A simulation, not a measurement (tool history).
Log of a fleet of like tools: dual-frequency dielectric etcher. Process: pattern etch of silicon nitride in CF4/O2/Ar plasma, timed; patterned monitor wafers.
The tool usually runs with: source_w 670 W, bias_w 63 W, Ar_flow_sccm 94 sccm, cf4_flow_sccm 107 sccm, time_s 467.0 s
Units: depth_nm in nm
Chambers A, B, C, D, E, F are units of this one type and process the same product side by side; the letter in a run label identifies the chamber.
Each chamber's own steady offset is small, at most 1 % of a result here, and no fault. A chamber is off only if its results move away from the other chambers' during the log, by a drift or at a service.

run,hour,source_w,bias_w,Ar_flow_sccm,cf4_flow_sccm,time_s,hours since the last wet clean,hours since the last source power generator calibration,hours since the last bias power generator calibration,hours since the last Ar flow controller change,hours since the last CF4 flow controller change,"read-back reference wafer on the same gauge, depth_nm",depth_nm
1A,4.3,670,63,94,107,467.0,183.5,158.6,1052.3,1543.3,1151.1,1361.5,1287.0
2D,8.4,670,63,94,107,467.0,134.2,710.9,2715.0,1466.5,692.2,1357.3,1266.9
# hour 9.3: chamber C: wet clean of the chamber
# hour 11.6: chamber F: Ar flow controller replaced
3B,12.7,670,63,94,107,467.0,121.1,1213.5,1389.5,2030.2,2319.4,1358.4,1262.9
4F,17.3,670,63,94,107,467.0,26.2,1077.2,3987.6,5.7,1177.2,1360.5,1274.7
5E,21.1,670,63,94,107,467.0,126.0,902.9,2317.6,919.4,4257.8,1361.7,1271.4
6C,25.0,670,63,94,107,467.0,15.7,1896.8,1323.7,976.8,3090.6,1358.4,1248.0
7D,29.3,670,63,94,107,467.0,155.1,731.8,2735.9,1487.4,713.1,1359.7,1258.6
8B,31.9,670,63,94,107,467.0,140.3,1232.7,1408.7,2049.4,2338.6,1359.2,1255.3
9C,37.2,670,63,94,107,467.0,27.9,1909.0,1335.9,989.0,3102.8,1359.0,1268.0
10E,42.3,670,63,94,107,467.0,147.2,924.1,2338.8,940.6,4279.0,1357.3,1269.8
11A,48.0,670,63,94,107,467.0,227.2,202.3,1096.0,1587.0,1194.8,1361.3,1268.8
12F,50.7,670,63,94,107,467.0,59.6,1110.6,4021.0,39.1,1210.6,1360.3,1268.4
13E,53.6,670,63,94,107,467.0,158.5,935.4,2350.1,951.9,4290.3,1359.2,1265.7
14D,57.6,670,63,94,107,467.0,183.4,760.1,2764.2,1515.7,741.4,1359.0,1273.7
15F,60.1,670,63,94,95,467.0,69.0,1120.0,4030.4,48.5,1220.0,1361.7,1262.4
16A,65.4,670,63,94,95,467.0,244.6,219.7,1113.4,1604.4,1212.2,1360.6,1262.5
17C,68.4,670,63,94,95,467.0,59.1,1940.2,1367.1,1020.2,3134.0,1361.2,1242.9
18B,73.8,670,63,94,95,467.0,182.2,1274.6,1450.6,2091.3,2380.5,1361.7,1240.2
19B,77.3,670,63,94,95,467.0,185.7,1278.1,1454.1,2094.8,2384.0,1358.7,1225.8
20C,80.1,670,63,94,95,467.0,70.8,1951.9,1378.8,1031.9,3145.7,1360.3,1240.4
21E,85.4,670,63,94,107,467.0,190.3,967.2,2381.9,983.7,4322.1,1362.3,1274.4
22A,88.1,670,63,94,107,467.0,267.3,242.4,1136.1,1627.1,1234.9,1358.4,1272.7
23D,93.3,670,63,94,107,467.0,219.1,795.8,2799.9,1551.4,777.1,1360.9,1274.1
24F,98.9,670,63,94,107,467.0,107.8,1158.8,4069.2,87.3,1258.8,1358.8,1274.8
25A,103.2,670,63,94,107,467.0,282.4,257.5,1151.2,1642.2,1250.0,1360.9,1268.2
26C,108.4,670,63,94,107,467.0,99.1,1980.2,1407.1,1060.2,3174.0,1360.4,1264.3
27D,111.7,670,63,94,107,467.0,237.5,814.2,2818.3,1569.8,795.5,1359.8,1266.2
28F,117.3,670,63,94,107,467.0,126.2,1177.2,4087.6,105.7,1277.2,1360.6,1274.9
29E,121.1,670,63,94,107,467.0,226.0,1002.9,2417.6,1019.4,4357.8,1359.0,1273.9
30B,126.4,670,63,94,107,386.5,234.8,1327.2,1503.2,2143.9,2433.1,1359.0,1016.8
31E,130.0,670,63,94,107,386.5,234.9,1011.8,2426.5,1028.3,4366.7,1359.4,1058.7
32B,132.6,670,63,94,107,386.5,241.0,1333.4,1509.4,2150.1,2439.3,1358.9,1013.9
33C,136.7,670,63,94,107,386.5,127.4,2008.5,1435.4,1088.5,3202.3,1361.3,1038.3
34A,139.4,670,63,94,107,386.5,318.6,293.7,1187.4,1678.4,1286.2,1359.9,1061.4
35F,143.9,670,63,94,107,386.5,152.8,1203.8,4114.2,132.3,1303.8,1359.7,1050.6
36D,149.4,670,63,94,107,467.0,275.2,851.9,2856.0,1607.5,833.2,1358.7,1269.9
37D,152.4,670,63,94,107,467.0,278.2,854.9,2859.0,1610.5,836.2,1360.2,1277.4
38E,155.1,670,71,94,107,582.0,260.0,1036.9,2451.6,1053.4,4391.8,1357.7,1676.4
39F,157.7,670,71,94,107,582.0,166.6,1217.6,4128.0,146.1,1317.6,1359.3,1668.8
40C,160.5,670,71,94,107,582.0,151.2,2032.3,1459.2,1112.3,3226.1,1361.0,1637.3

The same settings go to every chamber for the next run, one line per chamber below. Forecast the results for each:
41A,164.5,670,63,94,107,467.0,,,,,,,?
41B,164.5,670,63,94,107,467.0,,,,,,,?
41C,164.5,670,63,94,107,467.0,,,,,,,?
41D,164.5,670,63,94,107,467.0,,,,,,,?
41E,164.5,670,63,94,107,467.0,,,,,,,?
41F,164.5,670,63,94,107,467.0,,,,,,,?

run,depth_nm
41A,1263.9
41B,1208.9
41C,1271.4
41D,1265.1
41E,1264.1
41F,1262.8

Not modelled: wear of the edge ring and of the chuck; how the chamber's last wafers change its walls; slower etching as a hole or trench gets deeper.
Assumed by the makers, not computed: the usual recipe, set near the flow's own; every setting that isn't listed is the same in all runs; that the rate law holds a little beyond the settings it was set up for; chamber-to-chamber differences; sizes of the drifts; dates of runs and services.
